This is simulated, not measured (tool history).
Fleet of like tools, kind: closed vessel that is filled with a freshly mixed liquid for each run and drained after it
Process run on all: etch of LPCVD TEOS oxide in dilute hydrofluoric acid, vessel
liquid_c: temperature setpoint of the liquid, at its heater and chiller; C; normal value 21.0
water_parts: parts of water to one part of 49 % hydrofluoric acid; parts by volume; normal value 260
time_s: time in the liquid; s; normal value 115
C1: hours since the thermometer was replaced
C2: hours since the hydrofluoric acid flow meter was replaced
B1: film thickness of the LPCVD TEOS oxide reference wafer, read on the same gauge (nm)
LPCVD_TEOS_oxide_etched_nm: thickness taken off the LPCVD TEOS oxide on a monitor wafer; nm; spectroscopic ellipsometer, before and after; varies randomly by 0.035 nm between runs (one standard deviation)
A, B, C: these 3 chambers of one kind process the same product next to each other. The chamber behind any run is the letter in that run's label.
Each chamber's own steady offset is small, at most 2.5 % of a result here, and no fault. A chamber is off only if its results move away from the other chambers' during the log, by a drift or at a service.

run 1A hour=6.9 | liquid_c=21.0 water_parts=260 time_s=115 | C1=593.2 C2=1284.3 | B1=99.999 | LPCVD_TEOS_oxide_etched_nm=6.4296
run 2B hour=17.6 | liquid_c=21.0 water_parts=260 time_s=115 | C1=181.9 C2=535.2 | B1=100.010 | LPCVD_TEOS_oxide_etched_nm=6.3942
run 3C hour=24.5 | liquid_c=21.0 water_parts=260 time_s=115 | C1=666.4 C2=1615.1 | B1=99.989 | LPCVD_TEOS_oxide_etched_nm=6.2850
run 4B hour=33.9 | liquid_c=21.0 water_parts=260 time_s=115 | C1=198.2 C2=551.5 | B1=100.010 | LPCVD_TEOS_oxide_etched_nm=6.3700
run 5C hour=42.6 | liquid_c=21.0 water_parts=260 time_s=115 | C1=684.5 C2=1633.2 | B1=100.000 | LPCVD_TEOS_oxide_etched_nm=6.2615
run 6A hour=52.5 | liquid_c=17.0 water_parts=260 time_s=115 | C1=638.8 C2=1329.9 | B1=99.994 | LPCVD_TEOS_oxide_etched_nm=5.5520
run 7C hour=59.6 | liquid_c=17.0 water_parts=260 time_s=115 | C1=701.5 C2=1650.2 | B1=99.984 | LPCVD_TEOS_oxide_etched_nm=5.4410
run 8A hour=72.3 | liquid_c=17.0 water_parts=260 time_s=115 | C1=658.6 C2=1349.7 | B1=100.010 | LPCVD_TEOS_oxide_etched_nm=5.5293
run 9B hour=80.4 | liquid_c=21.0 water_parts=340 time_s=115 | C1=244.7 C2=598.0 | B1=100.010 | LPCVD_TEOS_oxide_etched_nm=4.5050
run 10A hour=93.1 | liquid_c=21.0 water_parts=340 time_s=115 | C1=679.4 C2=1370.5 | B1=99.993 | LPCVD_TEOS_oxide_etched_nm=4.5304
run 11C hour=101.9 | liquid_c=21.0 water_parts=340 time_s=115 | C1=743.8 C2=1692.5 | B1=99.980 | LPCVD_TEOS_oxide_etched_nm=4.4858
run 12B hour=114.5 | liquid_c=17.5 water_parts=260 time_s=115 | C1=278.8 C2=632.1 | B1=99.972 | LPCVD_TEOS_oxide_etched_nm=5.5828
run 13B hour=121.9 | liquid_c=17.5 water_parts=260 time_s=115 | C1=286.2 C2=639.5 | B1=99.975 | LPCVD_TEOS_oxide_etched_nm=5.6133
run 14C hour=134.6 | liquid_c=17.5 water_parts=260 time_s=115 | C1=776.5 C2=1725.2 | B1=99.995 | LPCVD_TEOS_oxide_etched_nm=5.4900
-- hour=138.5 chamber C: hydrofluoric acid flow meter replaced
run 15A hour=146.7 | liquid_c=21.0 water_parts=260 time_s=115 | C1=733.0 C2=1424.1 | B1=100.000 | LPCVD_TEOS_oxide_etched_nm=6.4938
run 16A hour=156.6 | liquid_c=17.5 water_parts=260 time_s=115 | C1=742.9 C2=1434.0 | B1=100.010 | LPCVD_TEOS_oxide_etched_nm=5.6020
run 17C hour=166.0 | liquid_c=17.5 water_parts=260 time_s=115 | C1=807.9 C2=27.6 | B1=100.010 | LPCVD_TEOS_oxide_etched_nm=5.5363
run 18B hour=174.3 | liquid_c=17.5 water_parts=260 time_s=115 | C1=338.6 C2=691.9 | B1=99.996 | LPCVD_TEOS_oxide_etched_nm=5.6269
run 19A hour=180.8 | liquid_c=21.0 water_parts=260 time_s=115 | C1=767.1 C2=1458.2 | B1=99.977 | LPCVD_TEOS_oxide_etched_nm=6.4551
run 20B hour=188.9 | liquid_c=21.0 water_parts=260 time_s=115 | C1=353.2 C2=706.5 | B1=100.010 | LPCVD_TEOS_oxide_etched_nm=6.4959
run 21C hour=195.1 | liquid_c=21.0 water_parts=260 time_s=115 | C1=837.0 C2=56.7 | B1=99.983 | LPCVD_TEOS_oxide_etched_nm=6.2165
run 22C hour=206.1 | liquid_c=21.0 water_parts=345 time_s=115 | C1=848.0 C2=67.7 | B1=99.994 | LPCVD_TEOS_oxide_etched_nm=4.3484
run 23B hour=213.3 | liquid_c=21.0 water_parts=345 time_s=115 | C1=377.6 C2=730.9 | B1=100.030 | LPCVD_TEOS_oxide_etched_nm=4.5171
run 24A hour=219.7 | liquid_c=21.0 water_parts=345 time_s=115 | C1=806.0 C2=1497.1 | B1=99.991 | LPCVD_TEOS_oxide_etched_nm=4.4790
run 25B hour=227.0 | liquid_c=21.0 water_parts=260 time_s=115 | C1=391.3 C2=744.6 | B1=99.995 | LPCVD_TEOS_oxide_etched_nm=6.5531
run 26A hour=232.8 | liquid_c=21.0 water_parts=260 time_s=115 | C1=819.1 C2=1510.2 | B1=100.010 | LPCVD_TEOS_oxide_etched_nm=6.4483
run 27C hour=245.6 | liquid_c=21.0 water_parts=260 time_s=115 | C1=887.5 C2=107.2 | B1=100.010 | LPCVD_TEOS_oxide_etched_nm=6.3267
run 28A hour=254.7 | liquid_c=21.0 water_parts=260 time_s=115 | C1=841.0 C2=1532.1 | B1=100.000 | LPCVD_TEOS_oxide_etched_nm=6.4808
run 29B hour=262.5 | liquid_c=21.0 water_parts=260 time_s=115 | C1=426.8 C2=780.1 | B1=99.992 | LPCVD_TEOS_oxide_etched_nm=6.6373
run 30C hour=269.8 | liquid_c=21.0 water_parts=260 time_s=115 | C1=911.7 C2=131.4 | B1=100.020 | LPCVD_TEOS_oxide_etched_nm=6.3205
run 31C hour=283.0 | liquid_c=21.0 water_parts=260 time_s=115 | C1=924.9 C2=144.6 | B1=100.020 | LPCVD_TEOS_oxide_etched_nm=6.2719
run 32A hour=294.2 | liquid_c=21.0 water_parts=260 time_s=115 | C1=880.5 C2=1571.6 | B1=100.010 | LPCVD_TEOS_oxide_etched_nm=6.4537
run 33B hour=303.5 | liquid_c=21.0 water_parts=260 time_s=115 | C1=467.8 C2=821.1 | B1=100.020 | LPCVD_TEOS_oxide_etched_nm=6.7141
run 34B hour=310.4 | liquid_c=21.0 water_parts=165 time_s=180 | C1=474.7 C2=828.0 | B1=100.010 | LPCVD_TEOS_oxide_etched_nm=18.5180
-- hour=313.0 chamber A: thermometer replaced
run 35A hour=319.1 | liquid_c=21.0 water_parts=165 time_s=180 | C1=6.2 C2=1596.5 | B1=99.982 | LPCVD_TEOS_oxide_etched_nm=17.5660
run 36C hour=330.9 | liquid_c=21.0 water_parts=165 time_s=180 | C1=972.8 C2=192.5 | B1=99.977 | LPCVD_TEOS_oxide_etched_nm=17.1670
run 37A hour=341.0 | liquid_c=21.0 water_parts=260 time_s=115 | C1=28.1 C2=1618.4 | B1=99.983 | LPCVD_TEOS_oxide_etched_nm=6.4662
run 38C hour=354.0 | liquid_c=21.0 water_parts=260 time_s=115 | C1=995.9 C2=215.6 | B1=100.010 | LPCVD_TEOS_oxide_etched_nm=6.3445
run 39B hour=362.2 | liquid_c=21.0 water_parts=260 time_s=115 | C1=526.5 C2=879.8 | B1=99.992 | LPCVD_TEOS_oxide_etched_nm=6.8009
run 40B hour=368.6 | liquid_c=21.0 water_parts=260 time_s=115 | C1=532.9 C2=886.2 | B1=99.988 | LPCVD_TEOS_oxide_etched_nm=6.7508
run 41C hour=375.6 | liquid_c=21.0 water_parts=260 time_s=115 | C1=1017.5 C2=237.2 | B1=99.984 | LPCVD_TEOS_oxide_etched_nm=6.3326

One chamber off, gauge drift, or nothing amiss beyond the chambers' own small offsets? If it is a chamber, which one, and what is the likeliest cause?

Little by little, chamber B moves away from the other chambers.
Cause: liquid hotter than its thermometer reads (K) = 2.
It could be hard to tell apart here from: hydrofluoric acid flow above the setpoint (%).

Here are 4 candidates for chamber B's next run, each the usual settings with a change, their results left as question marks. Which one brings its results back in line with what the others give on the usual settings?
Maximum distance from the other chambers' mean on the usual settings for a result to count as in line: LPCVD_TEOS_oxide_etched_nm 0.1200 nm
run 42B-1 hour=385.1 | liquid_c=21.0 water_parts=265 time_s=110 | LPCVD_TEOS_oxide_etched_nm=?
run 42B-2 hour=385.1 | liquid_c=21.0 water_parts=265 time_s=115 | LPCVD_TEOS_oxide_etched_nm=?
run 42B-3 hour=385.1 | liquid_c=21.0 water_parts=255 time_s=115 | LPCVD_TEOS_oxide_etched_nm=?
run 42B-4 hour=385.1 | liquid_c=21.0 water_parts=245 time_s=115 | LPCVD_TEOS_oxide_etched_nm=?

Mean of the other chambers on the usual settings: LPCVD_TEOS_oxide_etched_nm 6.3691 nm
run=42B-1 LPCVD_TEOS_oxide_etched_nm=6.3843
run=42B-2 LPCVD_TEOS_oxide_etched_nm=6.6744
run=42B-3 LPCVD_TEOS_oxide_etched_nm=7.0098
run=42B-4 LPCVD_TEOS_oxide_etched_nm=7.3748
With 42B-1, the chamber falls back in line with the rest.
